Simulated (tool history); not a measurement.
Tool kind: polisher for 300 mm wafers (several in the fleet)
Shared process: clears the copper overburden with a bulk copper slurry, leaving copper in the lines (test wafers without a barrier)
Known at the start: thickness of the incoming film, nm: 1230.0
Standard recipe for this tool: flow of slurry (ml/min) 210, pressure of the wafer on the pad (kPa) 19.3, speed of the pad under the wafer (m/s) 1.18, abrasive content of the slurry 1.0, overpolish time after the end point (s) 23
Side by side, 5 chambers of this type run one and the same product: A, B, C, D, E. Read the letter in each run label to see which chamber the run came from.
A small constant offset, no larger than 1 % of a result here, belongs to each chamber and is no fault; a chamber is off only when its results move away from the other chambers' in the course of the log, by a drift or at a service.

run	hour	flow of slurry (ml/min)	pressure of the wafer on the pad (kPa)	speed of the pad under the wafer (m/s)	abrasive content of the slurry	overpolish time after the end point (s)	wafers polished on this pad	hours since the slurry nozzle was cleaned	hours since the head pressure was calibrated	hours since the slurry blender was calibrated	time until the end point was called (s)	dishing of a wide line in a test structure (Å)
1B	7.4	210	19.3	1.18	1.0	23	1276	241.9	181.6	204.6	105.130	805.59
# hour 8.4: chamber B: worn pad replaced by a new one
# hour 8.8: chamber E: worn pad replaced by a new one
# hour 10.2: chamber A: slurry nozzle cleaned
2D	14.5	210	19.3	1.18	1.0	23	384	227.3	321.2	95.5	103.800	819.77
3C	24.9	210	19.3	1.18	1.0	23	410	140.9	1133.5	51.6	103.870	841.99
4A	31.4	210	19.3	1.18	1.0	23	717	21.2	530.2	110.6	103.840	824.13
5E	38.0	210	19.3	1.18	1.0	23	214	132.1	323.0	126.9	104.320	821.48
# hour 39.4: chamber D: worn pad replaced by a new one
6D	45.4	210	13.1	1.18	1.0	23	44	258.2	352.1	126.4	153.660	675.04
7B	50.9	210	13.1	1.18	1.0	23	312	285.4	225.1	248.1	151.810	671.82
8E	56.2	210	13.1	1.18	1.0	23	348	150.3	341.2	145.1	151.680	676.61
9C	64.4	210	13.1	1.18	1.0	23	700	180.4	1173.0	91.1	156.120	698.98
# hour 67.2: chamber A: worn pad replaced by a new one
10A	71.2	210	13.1	1.18	1.0	23	29	61.0	570.0	150.4	152.800	668.47
# hour 72.1: chamber C: head pressure recalibrated
# hour 79.3: chamber D: slurry blender recalibrated
11D	79.8	210	19.3	1.18	1.0	23	296	292.6	386.5	0.6	104.660	843.35
12B	90.7	210	19.3	1.18	1.0	23	604	325.2	264.9	287.9	103.880	809.46
13C	100.6	210	19.3	1.18	1.0	23	966	216.6	28.6	127.3	106.640	827.15
14E	109.6	210	19.3	1.18	1.0	23	740	203.7	394.6	198.5	103.550	774.97
# hour 113.3: chamber C: slurry nozzle cleaned
15A	114.9	210	19.3	1.18	1.0	23	350	104.7	613.7	194.1	104.220	783.54
# hour 116.8: chamber B: slurry blender recalibrated
# hour 118.2: chamber D: worn pad replaced by a new one
16E	121.8	210	19.3	1.18	1.0	23	830	215.9	406.8	210.7	104.340	815.89
17A	132.2	210	19.3	1.18	1.0	23	477	122.0	631.0	211.4	105.560	854.33
18B	139.1	210	19.3	1.18	1.0	23	960	373.6	313.3	22.3	105.840	829.67
# hour 143.8: chamber E: worn pad replaced by a new one
19C	145.2	210	19.3	1.18	1.0	23	1293	31.9	73.2	171.9	107.110	791.46
20D	151.0	210	19.3	1.18	1.0	23	241	363.8	457.7	71.8	105.470	821.08
# hour 151.1: chamber E: slurry nozzle cleaned
21A	161.3	210	19.3	1.18	1.0	23	690	151.1	660.1	240.5	105.700	828.48
22C	170.3	210	19.3	1.18	1.0	23	1477	57.0	98.3	197.0	110.580	818.32
23B	178.1	260	19.3	1.18	1.1	23	1246	412.6	352.3	61.3	100.910	815.05
# hour 182.0: chamber D: worn pad replaced by a new one
24E	188.7	260	19.3	1.18	1.1	23	329	37.7	473.7	277.6	100.690	834.72
# hour 197.1: chamber B: head pressure recalibrated
25D	198.7	260	19.3	1.18	1.1	23	122	411.5	505.4	119.5	100.410	836.40
# hour 201.2: chamber B: worn pad replaced by a new one
26D	203.7	260	19.3	1.18	1.1	23	159	416.5	510.4	124.5	100.100	818.45
# hour 207.1: chamber B: slurry nozzle cleaned
# hour 210.8: chamber A: head pressure recalibrated
27B	212.1	260	19.3	1.18	1.1	23	80	5.0	15.0	95.3	99.979	825.40
# hour 213.0: chamber E: slurry blender recalibrated
# hour 217.0: chamber A: worn pad replaced by a new one
28C	220.6	210	19.3	1.18	1.0	23	1847	107.3	148.6	247.3	111.960	796.54
29E	226.5	210	19.3	1.18	1.0	23	607	75.5	511.5	13.6	104.340	818.36
# hour 227.2: chamber A: slurry nozzle cleaned
30A	233.0	210	19.3	1.18	1.0	23	117	5.8	22.3	312.2	103.220	814.91
31D	238.4	210	19.3	1.18	1.0	23	414	451.2	545.1	159.2	104.180	823.59
32B	247.2	210	19.3	1.18	1.0	23	337	40.1	50.1	130.4	105.040	816.06
33A	252.9	210	19.3	1.18	1.0	23	264	25.7	42.2	332.1	102.320	809.62
# hour 255.5: chamber E: worn pad replaced by a new one
34C	258.4	210	19.3	1.18	1.0	23	2124	145.1	186.4	285.1	112.760	821.76
35E	268.0	210	19.3	1.18	1.0	23	91	117.0	553.0	55.1	104.000	809.29

Has any chamber moved away from the others, gradually or after a service, or does the common gauge drift, or do the chambers differ only by their own small steady offsets? State the chamber and the most likely cause if one applies.

Chamber C drifts away from the others.
Cause: removal rate lost through wear of the pad, % = 8.53.
The log may not tell that from: abrasive missing from the slurry, %.

Here are 4 candidates for chamber C's next run, each the usual settings with a change, their results left as question marks. Which one brings its results back in line with what the others give on the usual settings?
Maximum distance from the other chambers' mean on the usual settings for a result to count as in line: time until the end point was called (s) 3.400; dishing of a wide line in a test structure (Å) 61.00
36C-1	275.9	215	20.7	1.30	1.0	21					?	?
36C-2	275.9	210	20.0	1.24	1.0	22					?	?
36C-3	275.9	210	18.6	1.12	1.0	24					?	?
36C-4	275.9	205	17.9	1.06	1.0	25					?	?

The other chambers' mean on the usual settings: time until the end point was called (s) 104.570; dishing of a wide line in a test structure (Å) 817.48
run	time until the end point was called (s)	dishing of a wide line in a test structure (Å)
36C-1	96.892	829.68
36C-2	105.360	816.73
36C-3	125.220	787.32
36C-4	137.770	769.27
The answer is 36C-2, which returns the chamber to within the allowed miss of the others.
